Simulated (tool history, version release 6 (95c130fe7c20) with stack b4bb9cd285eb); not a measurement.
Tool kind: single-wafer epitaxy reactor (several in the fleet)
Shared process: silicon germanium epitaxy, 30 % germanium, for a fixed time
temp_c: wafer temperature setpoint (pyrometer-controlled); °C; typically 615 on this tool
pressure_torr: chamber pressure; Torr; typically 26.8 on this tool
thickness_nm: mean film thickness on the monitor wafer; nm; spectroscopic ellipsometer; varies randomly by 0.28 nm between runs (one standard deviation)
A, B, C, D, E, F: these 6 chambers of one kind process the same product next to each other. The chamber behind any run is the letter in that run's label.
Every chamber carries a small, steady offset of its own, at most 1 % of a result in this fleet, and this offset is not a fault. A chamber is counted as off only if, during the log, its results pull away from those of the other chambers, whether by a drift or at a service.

run   hour  temp_c  pressure_torr  read-back reference wafer on the same gauge, thickness_nm  thickness_nm
 1D    9.4     615           26.8                                                     75.109        86.536
      13.8  -- chamber F: pyrometer calibrated
 2C   14.9     615           26.8                                                     75.045        87.301
 3E   20.9     615           26.8                                                     75.060        86.276
 4F   30.3     615           26.8                                                     75.139        86.595
 5B   40.0     624           30.1                                                     75.084       105.150
 6A   46.0     624           30.1                                                     75.109       106.380
 7A   54.1     624           30.1                                                     75.058       106.720
 8F   59.0     624           30.1                                                     75.037       106.120
 9B   63.8     624           30.1                                                     75.085       106.270
10E   70.0     624           30.1                                                     75.105       105.820
11D   77.5     615           26.8                                                     75.014        86.248
12C   86.2     615           26.8                                                     75.158        87.011
13B   92.2     615           26.8                                                     75.046        86.554
14E   97.8     615           26.8                                                     75.089        86.663
15A  106.3     615           26.8                                                     75.083        87.168
16D  113.6     615           26.8                                                     75.160        86.744
17F  118.5     615           26.8                                                     75.082        86.272
18C  124.6     624           26.8                                                     75.114       102.440
19A  131.0     624           26.8                                                     75.115       102.170
20B  137.9     624           26.8                                                     75.065       100.880
21C  147.4     624           26.8                                                     75.078       102.240
22D  153.4     624           26.8                                                     75.077       101.230
23E  158.0     624           26.8                                                     75.134       100.220
24F  164.5     605           29.2                                                     75.084        75.103
     171.5  -- chamber B: capacitance manometer re-zeroed and calibrated
25D  174.5     605           29.2                                                     75.064        75.017
26C  184.1     605           29.2                                                     75.095        75.124
27B  191.4     605           29.2                                                     75.144        75.436
28F  201.3     605           29.2                                                     75.092        75.352
29A  208.8     605           29.2                                                     75.075        75.462
30E  216.5     615           26.8                                                     75.094        84.324
31D  225.1     615           26.8                                                     75.196        86.599
32F  231.1     615           26.8                                                     75.117        86.706
33B  236.1     615           26.8                                                     75.098        86.379
34E  243.6     615           26.8                                                     75.088        83.400
35C  253.3     615           26.8                                                     75.067        87.080
36A  258.4     615           26.8                                                     75.098        86.819
37C  266.1     615           26.8                                                     75.149        87.374
38F  274.9     628           22.6                                                     75.128       101.770
39D  283.5     628           22.6                                                     75.037       101.520
40E  290.2     628           22.6                                                     75.112        96.857
41A  299.9     628           22.6                                                     75.124       101.860
42B  304.5     628           22.6                                                     75.082       100.480

Next, every chamber runs the same settings. What will each give?
43A  311.7     615           26.8                                                                        ?
43B  311.7     615           26.8                                                                        ?
43C  311.7     615           26.8                                                                        ?
43D  311.7     615           26.8                                                                        ?
43E  311.7     615           26.8                                                                        ?
43F  311.7     615           26.8                                                                        ?

run  thickness_nm
43A        87.586
43B        85.955
43C        87.409
43D        86.494
43E        82.164
43F        86.723
